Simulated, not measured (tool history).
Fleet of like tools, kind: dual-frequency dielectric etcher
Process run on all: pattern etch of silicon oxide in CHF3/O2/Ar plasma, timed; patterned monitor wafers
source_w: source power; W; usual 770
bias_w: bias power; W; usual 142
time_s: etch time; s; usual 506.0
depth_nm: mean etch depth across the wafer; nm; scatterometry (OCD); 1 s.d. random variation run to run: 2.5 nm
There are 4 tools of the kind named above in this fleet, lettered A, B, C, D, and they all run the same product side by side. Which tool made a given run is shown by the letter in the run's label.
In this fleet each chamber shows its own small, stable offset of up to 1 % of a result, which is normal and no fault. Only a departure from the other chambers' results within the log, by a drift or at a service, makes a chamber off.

run,hour,source_w,bias_w,time_s,"read-back reference wafer on the same gauge, depth_nm",depth_nm
1D,9.1,770,142,506.0,1039.6,1031.00
2C,15.2,770,142,506.0,1040.5,1012.50
3B,22.8,770,142,506.0,1040.4,1017.90
4A,31.0,770,142,506.0,1040.3,1024.20
5A,37.5,770,142,506.0,1040.1,1027.90
6C,44.6,770,142,506.0,1039.4,1011.10
7D,49.9,770,142,506.0,1040.2,1025.00
8B,57.2,770,142,506.0,1040.4,1017.80
9D,63.1,770,142,506.0,1040.3,1021.60
10B,71.9,770,142,506.0,1040.0,1020.00
11C,79.6,770,142,506.0,1040.3,1011.90
# hour 82.4: chamber C: wet clean of the chamber
12A,87.1,770,142,506.0,1040.0,1023.40
13B,92.1,770,142,506.0,1039.8,1023.10
14D,97.6,770,142,506.0,1039.6,1021.60
15C,103.2,770,142,506.0,1040.1,1011.50
16A,109.0,770,142,506.0,1039.7,1018.50
17C,114.3,770,118,569.5,1039.8,1079.10
18A,119.4,770,118,569.5,1040.0,1089.30
19D,124.9,770,118,569.5,1040.1,1087.40
20B,133.0,770,118,569.5,1040.0,1084.60
21C,140.7,770,142,506.0,1040.0,1012.30
22D,147.1,770,142,506.0,1039.9,1012.00
23B,152.7,770,142,506.0,1039.3,1019.60
24A,158.8,770,142,506.0,1040.3,1026.60
25B,162.8,770,142,506.0,1040.5,1018.50
26C,171.0,770,142,506.0,1040.3,1012.50
27D,179.8,770,142,506.0,1039.8,1009.80
28A,184.2,770,142,506.0,1040.2,1028.20
29B,192.5,770,142,506.0,1039.9,1019.60
30D,196.8,770,142,506.0,1039.7,1007.30
31A,202.4,770,142,506.0,1040.0,1021.00
# hour 211.2: chamber A: wet clean of the chamber
32C,211.4,770,142,506.0,1039.8,1007.70
33D,220.1,770,142,506.0,1039.7,1001.10
34A,224.7,770,142,506.0,1039.6,1027.00
35C,229.2,770,142,506.0,1040.3,1009.40
36B,236.3,770,142,506.0,1040.0,1018.80
37A,241.5,770,163,595.0,1039.2,1263.40
38C,250.1,770,163,595.0,1040.4,1242.60
39B,256.0,770,163,595.0,1040.1,1254.30
40D,262.1,770,163,595.0,1039.9,1226.10
41C,271.3,770,142,506.0,1040.1,1012.00
42A,279.0,770,142,506.0,1039.8,1027.30
43B,285.7,770,142,506.0,1039.7,1017.00
44D,293.1,770,129,506.0,1040.1,968.65

Which is it: a chamber that has drifted or been left off by a service, a gauge drift common to all chambers, or only each chamber's usual small offset? If a chamber is off, name it and its likeliest cause.

Chamber D drifts away from the others.
Cause: etch rate under this chamber's usual, % = 3.1.

Here are 4 candidates for chamber D's next run, each the usual settings with a change, their results left as question marks. Which one brings its results back in line with what the others give on the usual settings?
In line here means within this much of the mean the other chambers give on the usual settings: depth_nm 8.60 nm
45D-1,299.7,770,142,509.0,,?
45D-2,299.7,740,138,506.0,,?
45D-3,299.7,770,142,503.0,,?
45D-4,299.7,800,146,506.0,,?

Average result of the remaining chambers running the usual settings: depth_nm 1018.40 nm
run,depth_nm
45D-1,1001.80
45D-2,971.91
45D-3,989.97
45D-4,1019.60
The right change is 45D-4: it brings the chamber back within the allowed miss of the others.

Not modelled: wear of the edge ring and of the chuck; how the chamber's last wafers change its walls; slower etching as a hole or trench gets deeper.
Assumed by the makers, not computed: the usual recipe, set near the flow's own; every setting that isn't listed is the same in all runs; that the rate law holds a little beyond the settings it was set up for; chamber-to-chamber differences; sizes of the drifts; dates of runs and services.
